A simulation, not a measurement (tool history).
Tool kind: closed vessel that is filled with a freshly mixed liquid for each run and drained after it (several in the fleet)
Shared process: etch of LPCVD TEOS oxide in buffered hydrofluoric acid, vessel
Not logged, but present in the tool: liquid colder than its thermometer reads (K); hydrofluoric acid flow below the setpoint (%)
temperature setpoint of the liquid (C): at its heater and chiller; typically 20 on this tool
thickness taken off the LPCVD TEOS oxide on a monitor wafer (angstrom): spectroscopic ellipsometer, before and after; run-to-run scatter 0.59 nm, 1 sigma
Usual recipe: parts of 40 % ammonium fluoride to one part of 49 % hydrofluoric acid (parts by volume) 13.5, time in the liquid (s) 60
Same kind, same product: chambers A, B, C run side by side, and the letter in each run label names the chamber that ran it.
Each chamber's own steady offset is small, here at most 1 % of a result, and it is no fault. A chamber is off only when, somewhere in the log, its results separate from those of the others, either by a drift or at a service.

| run | hour | temperature setpoint of the liquid (C) | parts of 40 % ammonium fluoride to one part of 49 % hydrofluoric acid (parts by volume) | time in the liquid (s) | hours since the thermometer was replaced | hours since the hydrofluoric acid flow meter was replaced | read-back film thickness of the LPCVD TEOS oxide reference wafer, read on the same gauge (nm) | thickness taken off the LPCVD TEOS oxide on a monitor wafer (angstrom) |
|---|---|---|---|---|---|---|---|---|
| 1A | 5.0 | 20 | 13.5 | 60 | 6.3 | 143.2 | 99.999 | 741.88 |
| 2C | 11.7 | 20 | 13.5 | 60 | 1285.8 | 926.4 | 100.010 | 748.81 |
| 3B | 18.2 | 20 | 13.5 | 60 | 2188.0 | 217.6 | 99.961 | 758.87 |
| 4C | 25.5 | 20 | 13.5 | 60 | 1299.6 | 940.2 | 99.949 | 750.88 |
| 5A | 32.9 | 20 | 13.5 | 60 | 34.2 | 171.1 | 99.975 | 751.20 |
|  | 37.3 | chamber C: hydrofluoric acid flow meter replaced |
| 6B | 39.3 | 20 | 13.5 | 60 | 2209.1 | 238.7 | 100.020 | 741.47 |
| 7C | 43.3 | 20 | 13.5 | 60 | 1317.4 | 6.1 | 100.020 | 753.32 |
| 8A | 48.4 | 20 | 13.5 | 60 | 49.7 | 186.6 | 100.010 | 747.85 |
| 9B | 53.2 | 20 | 13.5 | 60 | 2223.0 | 252.6 | 99.992 | 754.82 |
| 10A | 60.0 | 20 | 13.5 | 60 | 61.3 | 198.2 | 100.030 | 739.70 |
| 11C | 65.7 | 20 | 13.5 | 60 | 1339.8 | 28.5 | 100.020 | 741.24 |
| 12B | 73.3 | 20 | 13.5 | 60 | 2243.1 | 272.7 | 99.994 | 745.85 |
| 13B | 78.7 | 23 | 13.5 | 60 | 2248.5 | 278.1 | 99.962 | 883.74 |
| 14C | 86.2 | 23 | 13.5 | 60 | 1360.3 | 49.0 | 100.030 | 878.32 |
| 15A | 91.9 | 23 | 13.5 | 60 | 93.2 | 230.1 | 99.995 | 880.68 |
| 16C | 97.6 | 20 | 13.5 | 60 | 1371.7 | 60.4 | 100.020 | 749.54 |
| 17A | 101.0 | 20 | 11.5 | 75 | 102.3 | 239.2 | 99.997 | 1105.70 |
| 18B | 106.6 | 20 | 11.5 | 75 | 2276.4 | 306.0 | 100.000 | 1098.50 |
| 19B | 114.0 | 20 | 11.5 | 75 | 2283.8 | 313.4 | 100.010 | 1096.00 |
| 20A | 120.1 | 20 | 13.5 | 60 | 121.4 | 258.3 | 99.961 | 751.22 |
| 21C | 124.1 | 20 | 13.5 | 60 | 1398.2 | 86.9 | 99.999 | 738.14 |
| 22B | 128.8 | 20 | 13.5 | 60 | 2298.6 | 328.2 | 100.020 | 757.13 |
| 23A | 135.4 | 20 | 13.5 | 60 | 136.7 | 273.6 | 100.010 | 754.02 |
| 24C | 140.2 | 17 | 13.5 | 85 | 1414.3 | 103.0 | 100.030 | 902.42 |
| 25A | 145.5 | 17 | 13.5 | 85 | 146.8 | 283.7 | 99.999 | 877.64 |
| 26B | 152.1 | 17 | 13.5 | 85 | 2321.9 | 351.5 | 99.974 | 901.85 |
| 27C | 158.1 | 18 | 13.5 | 60 | 1432.2 | 120.9 | 99.990 | 659.74 |
| 28C | 164.6 | 18 | 13.5 | 60 | 1438.7 | 127.4 | 99.986 | 673.21 |
| 29B | 168.5 | 18 | 13.5 | 60 | 2338.3 | 367.9 | 99.979 | 675.91 |
| 30A | 173.3 | 24 | 10.5 | 60 | 174.6 | 311.5 | 99.982 | 1202.50 |
| 31C | 179.1 | 24 | 10.5 | 60 | 1453.2 | 141.9 | 100.000 | 1191.70 |
| 32A | 185.5 | 24 | 10.5 | 60 | 186.8 | 323.7 | 100.020 | 1203.70 |
| 33B | 191.8 | 20 | 13.5 | 60 | 2361.6 | 391.2 | 100.030 | 757.32 |
| 34C | 196.2 | 20 | 13.5 | 60 | 1470.3 | 159.0 | 100.040 | 743.28 |
| 35B | 199.9 | 20 | 13.5 | 60 | 2369.7 | 399.3 | 100.010 | 755.88 |
| 36A | 204.3 | 20 | 13.5 | 60 | 205.6 | 342.5 | 100.030 | 750.41 |

Decide between three cases: one chamber stands off from its peers, the gauge reading all wafers drifts, or nothing is wrong past each chamber's small offset. Where a chamber is off, say which and what most likely put it there.

All chambers stay in line apart from their small fixed offsets, and the gauge does not drift.
